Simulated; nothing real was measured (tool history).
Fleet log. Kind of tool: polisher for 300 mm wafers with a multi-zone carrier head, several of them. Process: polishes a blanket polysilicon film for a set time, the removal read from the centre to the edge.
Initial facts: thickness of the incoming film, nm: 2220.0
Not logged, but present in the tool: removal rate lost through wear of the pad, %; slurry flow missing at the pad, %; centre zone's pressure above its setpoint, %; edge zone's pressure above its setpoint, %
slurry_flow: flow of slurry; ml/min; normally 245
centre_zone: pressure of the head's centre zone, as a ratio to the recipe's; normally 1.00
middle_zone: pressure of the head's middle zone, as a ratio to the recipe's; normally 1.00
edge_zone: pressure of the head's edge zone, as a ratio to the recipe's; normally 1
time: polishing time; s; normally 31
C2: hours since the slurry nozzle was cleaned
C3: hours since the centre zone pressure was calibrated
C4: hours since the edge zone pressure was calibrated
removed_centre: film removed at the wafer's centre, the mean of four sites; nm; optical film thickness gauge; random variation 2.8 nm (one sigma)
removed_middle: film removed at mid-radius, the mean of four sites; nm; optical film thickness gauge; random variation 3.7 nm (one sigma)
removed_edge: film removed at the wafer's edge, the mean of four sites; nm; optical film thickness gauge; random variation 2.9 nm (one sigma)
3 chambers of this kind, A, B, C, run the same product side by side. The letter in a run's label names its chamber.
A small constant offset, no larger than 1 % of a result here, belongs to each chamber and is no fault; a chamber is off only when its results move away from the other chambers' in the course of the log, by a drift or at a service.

run 1A hour=6.9 | slurry_flow=245 centre_zone=1.00 middle_zone=1.00 edge_zone=1 time=31 | wafers_polished_on_this_pad=770 C2=517.8 C3=210.8 C4=383.4 | removed_centre=293.65 removed_middle=294.75 removed_edge=295.94
run 2C hour=15.3 | slurry_flow=245 centre_zone=1.00 middle_zone=1.00 edge_zone=1 time=31 | wafers_polished_on_this_pad=158 C2=775.1 C3=427.3 C4=376.9 | removed_centre=297.01 removed_middle=297.67 removed_edge=293.22
run 3B hour=27.1 | slurry_flow=245 centre_zone=1.00 middle_zone=1.00 edge_zone=1 time=31 | wafers_polished_on_this_pad=708 C2=488.1 C3=298.4 C4=481.8 | removed_centre=293.87 removed_middle=301.00 removed_edge=298.95
-- hour=30.9 chamber C: slurry nozzle cleaned
run 4A hour=38.3 | slurry_flow=245 centre_zone=1.00 middle_zone=1.00 edge_zone=1 time=31 | wafers_polished_on_this_pad=1061 C2=549.2 C3=242.2 C4=414.8 | removed_centre=290.17 removed_middle=295.56 removed_edge=301.56
run 5B hour=48.6 | slurry_flow=245 centre_zone=1.00 middle_zone=1.00 edge_zone=1 time=31 | wafers_polished_on_this_pad=907 C2=509.6 C3=319.9 C4=503.3 | removed_centre=292.78 removed_middle=296.63 removed_edge=295.03
run 6C hour=54.4 | slurry_flow=165 centre_zone=1.00 middle_zone=1.00 edge_zone=1 time=37 | wafers_polished_on_this_pad=520 C2=23.6 C3=466.4 C4=416.0 | removed_centre=326.64 removed_middle=339.95 removed_edge=339.92
-- hour=57.2 chamber B: worn pad replaced by a new one
run 7C hour=59.8 | slurry_flow=165 centre_zone=1.00 middle_zone=1.00 edge_zone=1 time=37 | wafers_polished_on_this_pad=570 C2=29.0 C3=471.8 C4=421.4 | removed_centre=326.24 removed_middle=344.72 removed_edge=338.48
run 8B hour=66.9 | slurry_flow=165 centre_zone=1.00 middle_zone=1.00 edge_zone=1 time=37 | wafers_polished_on_this_pad=90 C2=527.9 C3=338.2 C4=521.6 | removed_centre=325.19 removed_middle=334.09 removed_edge=339.98
run 9A hour=72.9 | slurry_flow=245 centre_zone=1.00 middle_zone=1.00 edge_zone=1 time=31 | wafers_polished_on_this_pad=1381 C2=583.8 C3=276.8 C4=449.4 | removed_centre=290.63 removed_middle=296.26 removed_edge=291.15
run 10A hour=78.7 | slurry_flow=245 centre_zone=1.00 middle_zone=1.00 edge_zone=1 time=31 | wafers_polished_on_this_pad=1435 C2=589.6 C3=282.6 C4=455.2 | removed_centre=296.40 removed_middle=294.69 removed_edge=296.10
-- hour=82.2 chamber A: worn pad replaced by a new one
run 11B hour=88.3 | slurry_flow=245 centre_zone=1.00 middle_zone=1.00 edge_zone=1 time=31 | wafers_polished_on_this_pad=288 C2=549.3 C3=359.6 C4=543.0 | removed_centre=288.97 removed_middle=301.30 removed_edge=296.31
run 12C hour=97.1 | slurry_flow=245 centre_zone=1.00 middle_zone=1.00 edge_zone=1 time=31 | wafers_polished_on_this_pad=915 C2=66.3 C3=509.1 C4=458.7 | removed_centre=288.65 removed_middle=299.68 removed_edge=295.12
-- hour=103.6 chamber C: worn pad replaced by a new one
run 13A hour=105.5 | slurry_flow=245 centre_zone=1.00 middle_zone=1.00 edge_zone=1 time=31 | wafers_polished_on_this_pad=216 C2=616.4 C3=309.4 C4=482.0 | removed_centre=293.80 removed_middle=295.23 removed_edge=290.29
run 14B hour=117.6 | slurry_flow=245 centre_zone=0.95 middle_zone=1.00 edge_zone=1 time=39 | wafers_polished_on_this_pad=559 C2=578.6 C3=388.9 C4=572.3 | removed_centre=353.03 removed_middle=376.13 removed_edge=368.46
run 15C hour=129.4 | slurry_flow=245 centre_zone=0.95 middle_zone=1.00 edge_zone=1 time=39 | wafers_polished_on_this_pad=239 C2=98.6 C3=541.4 C4=491.0 | removed_centre=344.96 removed_middle=377.66 removed_edge=369.93
-- hour=135.9 chamber B: slurry nozzle cleaned
run 16B hour=137.0 | slurry_flow=245 centre_zone=0.95 middle_zone=1.00 edge_zone=1 time=39 | wafers_polished_on_this_pad=739 C2=1.2 C3=408.3 C4=591.7 | removed_centre=351.81 removed_middle=372.94 removed_edge=375.47
run 17A hour=147.6 | slurry_flow=245 centre_zone=1.00 middle_zone=1.00 edge_zone=1 time=31 | wafers_polished_on_this_pad=606 C2=658.5 C3=351.5 C4=524.1 | removed_centre=296.74 removed_middle=295.15 removed_edge=298.27
run 18C hour=154.8 | slurry_flow=245 centre_zone=1.00 middle_zone=1.00 edge_zone=1 time=31 | wafers_polished_on_this_pad=474 C2=124.0 C3=566.8 C4=516.4 | removed_centre=290.66 removed_middle=295.91 removed_edge=297.62
run 19B hour=160.3 | slurry_flow=245 centre_zone=1.00 middle_zone=1.00 edge_zone=1 time=31 | wafers_polished_on_this_pad=955 C2=24.5 C3=431.6 C4=615.0 | removed_centre=291.48 removed_middle=292.08 removed_edge=295.49
-- hour=168.1 chamber B: worn pad replaced by a new one
run 20C hour=169.6 | slurry_flow=245 centre_zone=1.00 middle_zone=0.96 edge_zone=1 time=25 | wafers_polished_on_this_pad=611 C2=138.8 C3=581.6 C4=531.2 | removed_centre=235.05 removed_middle=228.61 removed_edge=238.84
run 21A hour=177.1 | slurry_flow=245 centre_zone=1.00 middle_zone=0.96 edge_zone=1 time=25 | wafers_polished_on_this_pad=879 C2=688.0 C3=381.0 C4=553.6 | removed_centre=237.84 removed_middle=233.30 removed_edge=239.99
run 22A hour=187.9 | slurry_flow=245 centre_zone=1.00 middle_zone=0.96 edge_zone=1 time=25 | wafers_polished_on_this_pad=979 C2=698.8 C3=391.8 C4=564.4 | removed_centre=238.25 removed_middle=230.37 removed_edge=238.53
run 23B hour=199.8 | slurry_flow=245 centre_zone=1.00 middle_zone=1.00 edge_zone=1 time=31 | wafers_polished_on_this_pad=293 C2=64.0 C3=471.1 C4=654.5 | removed_centre=295.50 removed_middle=290.88 removed_edge=295.29
-- hour=200.9 chamber A: centre zone pressure recalibrated
run 24C hour=211.6 | slurry_flow=245 centre_zone=1.00 middle_zone=1.00 edge_zone=1 time=31 | wafers_polished_on_this_pad=1000 C2=180.8 C3=623.6 C4=573.2 | removed_centre=294.35 removed_middle=302.37 removed_edge=296.29
-- hour=218.3 chamber C: worn pad replaced by a new one
run 25C hour=220.5 | slurry_flow=245 centre_zone=1.00 middle_zone=1.00 edge_zone=1 time=31 | wafers_polished_on_this_pad=20 C2=189.7 C3=632.5 C4=582.1 | removed_centre=293.73 removed_middle=297.91 removed_edge=289.76
-- hour=222.2 chamber A: slurry nozzle cleaned
run 26B hour=232.1 | slurry_flow=245 centre_zone=1.00 middle_zone=1.00 edge_zone=1 time=31 | wafers_polished_on_this_pad=592 C2=96.3 C3=503.4 C4=686.8 | removed_centre=293.14 removed_middle=295.24 removed_edge=289.13
run 27A hour=240.8 | slurry_flow=245 centre_zone=1.00 middle_zone=1.00 edge_zone=1 time=31 | wafers_polished_on_this_pad=1468 C2=18.6 C3=40.0 C4=617.3 | removed_centre=296.60 removed_middle=295.95 removed_edge=296.22
-- hour=241.5 chamber A: worn pad replaced by a new one
run 28C hour=248.4 | slurry_flow=245 centre_zone=1.00 middle_zone=1.00 edge_zone=1 time=31 | wafers_polished_on_this_pad=278 C2=217.6 C3=660.4 C4=610.0 | removed_centre=297.14 removed_middle=300.18 removed_edge=294.42
-- hour=256.2 chamber B: worn pad replaced by a new one
run 29A hour=257.5 | slurry_flow=245 centre_zone=1.00 middle_zone=0.92 edge_zone=1 time=40 | wafers_polished_on_this_pad=148 C2=35.3 C3=56.7 C4=634.0 | removed_centre=379.65 removed_middle=353.05 removed_edge=387.43
run 30B hour=266.9 | slurry_flow=245 centre_zone=1.00 middle_zone=0.92 edge_zone=1 time=40 | wafers_polished_on_this_pad=99 C2=131.1 C3=538.2 C4=721.6 | removed_centre=380.10 removed_middle=358.45 removed_edge=384.32
run 31B hour=272.6 | slurry_flow=245 centre_zone=1.00 middle_zone=0.92 edge_zone=1 time=40 | wafers_polished_on_this_pad=152 C2=136.8 C3=543.9 C4=727.3 | removed_centre=381.61 removed_middle=359.58 removed_edge=382.84
run 32C hour=279.5 | slurry_flow=245 centre_zone=1.00 middle_zone=1.00 edge_zone=1 time=31 | wafers_polished_on_this_pad=566 C2=248.7 C3=691.5 C4=641.1 | removed_centre=292.76 removed_middle=293.95 removed_edge=296.11
run 33A hour=291.3 | slurry_flow=245 centre_zone=1.00 middle_zone=1.00 edge_zone=1 time=31 | wafers_polished_on_this_pad=461 C2=69.1 C3=90.5 C4=667.8 | removed_centre=291.81 removed_middle=296.12 removed_edge=295.11

The same settings go to every chamber for the next run, one line per chamber below. Forecast the results for each:
run 34A hour=300.0 | slurry_flow=245 centre_zone=1.00 middle_zone=1.00 edge_zone=1 time=31 | removed_centre=? removed_middle=? removed_edge=?
run 34B hour=300.0 | slurry_flow=245 centre_zone=1.00 middle_zone=1.00 edge_zone=1 time=31 | removed_centre=? removed_middle=? removed_edge=?
run 34C hour=300.0 | slurry_flow=245 centre_zone=1.00 middle_zone=1.00 edge_zone=1 time=31 | removed_centre=? removed_middle=? removed_edge=?

run=34A removed_centre=287.36 removed_middle=299.21 removed_edge=297.02
run=34B removed_centre=298.79 removed_middle=292.80 removed_edge=299.71
run=34C removed_centre=291.91 removed_middle=296.33 removed_edge=293.90
